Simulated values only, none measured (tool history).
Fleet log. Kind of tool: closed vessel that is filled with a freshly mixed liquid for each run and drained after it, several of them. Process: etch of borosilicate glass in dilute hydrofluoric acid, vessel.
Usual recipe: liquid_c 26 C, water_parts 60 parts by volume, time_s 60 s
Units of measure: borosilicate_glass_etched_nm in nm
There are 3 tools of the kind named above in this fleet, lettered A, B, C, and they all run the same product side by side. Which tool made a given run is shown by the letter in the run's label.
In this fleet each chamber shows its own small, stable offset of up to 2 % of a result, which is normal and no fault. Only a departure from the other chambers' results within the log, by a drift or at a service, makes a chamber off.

run	hour	liquid_c	water_parts	time_s	hours since the thermometer was replaced	hours since the hydrofluoric acid flow meter was replaced	read-back film thickness of the borosilicate glass reference wafer, read on the same gauge (nm)	borosilicate_glass_etched_nm
1B	12.8	26	60	60	463.9	1212.9	40.018	31.125
2C	25.5	26	60	60	242.9	1342.3	39.978	31.156
3A	35.7	26	60	60	180.8	1122.5	39.988	30.972
4A	45.1	26	60	60	190.2	1131.9	39.994	30.66
5B	57.7	26	60	60	508.8	1257.8	40.012	31.325
6C	68.3	23	60	75	285.7	1385.1	39.996	34.181
7C	76.8	23	60	75	294.2	1393.6	40.03	34
8B	89.6	23	60	75	540.7	1289.7	39.989	34.246
9A	100.4	26	60	60	245.5	1187.2	40.004	31.423
10B	110.3	22.5	60	30	561.4	1310.4	39.98	13.627
11C	119.9	22.5	60	30	337.3	1436.7	40	13.341
12A	130	22.5	60	30	275.1	1216.8	40.007	13.656
13C	140.2	26	60	60	357.6	1457	40	31.092
14A	149.9	26	60	60	295	1236.7	39.98	30.979
15B	161.8	26	60	60	612.9	1361.9	39.98	31.949
16C	170	28.5	60	45	387.4	1486.8	40.023	25.367
17A	176.6	28.5	60	45	321.7	1263.4	40.039	25.64
18B	185.3	28.5	60	45	636.4	1385.4	40.016	25.891
19A	196.1	26	60	60	341.2	1282.9	40.019	30.909
20C	208.6	26	60	60	426	1525.4	39.994	30.928
21B	218	26	60	60	669.1	1418.1	40.012	32.382
22A	229.5	26	60	60	374.6	1316.3	40.016	30.801
# hour 238.2: chamber B: hydrofluoric acid flow meter replaced
23B	242.8	26	60	60	693.9	4.6	39.969	31.932
24C	256.3	26	60	60	473.7	1573.1	40.008	30.911
25A	263.2	26	60	60	408.3	1350	39.998	30.842
26C	276.9	26	60	60	494.3	1593.7	40.026	31.197
27B	285.5	26	60	45	736.6	47.3	39.955	24.881
28C	291.6	26	60	45	509	1608.4	39.945	23.065
29A	304.6	26	60	45	449.7	1391.4	39.978	22.861
30B	314.2	26	60	60	765.3	76	40.031	33.09
31C	323.1	26	60	60	540.5	1639.9	39.972	30.725
32A	332	26	60	60	477.1	1418.8	39.992	31.168
33B	343.8	26	60	60	794.9	105.6	39.984	33.285
34B	355.3	26	60	60	806.4	117.1	40.049	33.176
35A	361.9	26	60	60	507	1448.7	39.983	30.835
36C	374.5	26	35	60	591.9	1691.3	39.952	55.235
# hour 385.1: chamber C: thermometer replaced
37A	386.5	26	35	60	531.6	1473.3	39.962	55.244
38C	395.9	26	35	60	10.9	1712.7	40.002	54.666
39B	409.4	26	60	60	860.5	171.2	39.953	33.567
40B	418.9	26	60	60	870	180.7	40.007	33.039

One chamber off, gauge drift, or nothing amiss beyond the chambers' own small offsets? If it is a chamber, which one, and what is the likeliest cause?

Chamber B drifts away from the others.
Cause: liquid hotter than its thermometer reads (K) = 1.98.

Here are 4 candidates for chamber B's next run, each the usual settings with a change, their results left as question marks. Which one brings its results back in line with what the others give on the usual settings?
In line here means within this much of the mean the other chambers give on the usual settings: borosilicate_glass_etched_nm 0.89 nm
41B-1	428.7	27	60	60				?
41B-2	428.7	26	60	65				?
41B-3	428.7	26	60	55				?
41B-4	428.7	25	60	60				?

The mean the other chambers reach with the usual settings: borosilicate_glass_etched_nm 30.836 nm
run	borosilicate_glass_etched_nm
41B-1	34.886
41B-2	36.335
41B-3	30.745
41B-4	32.248
Change 41B-3 lands the chamber within the allowed miss of the other chambers.
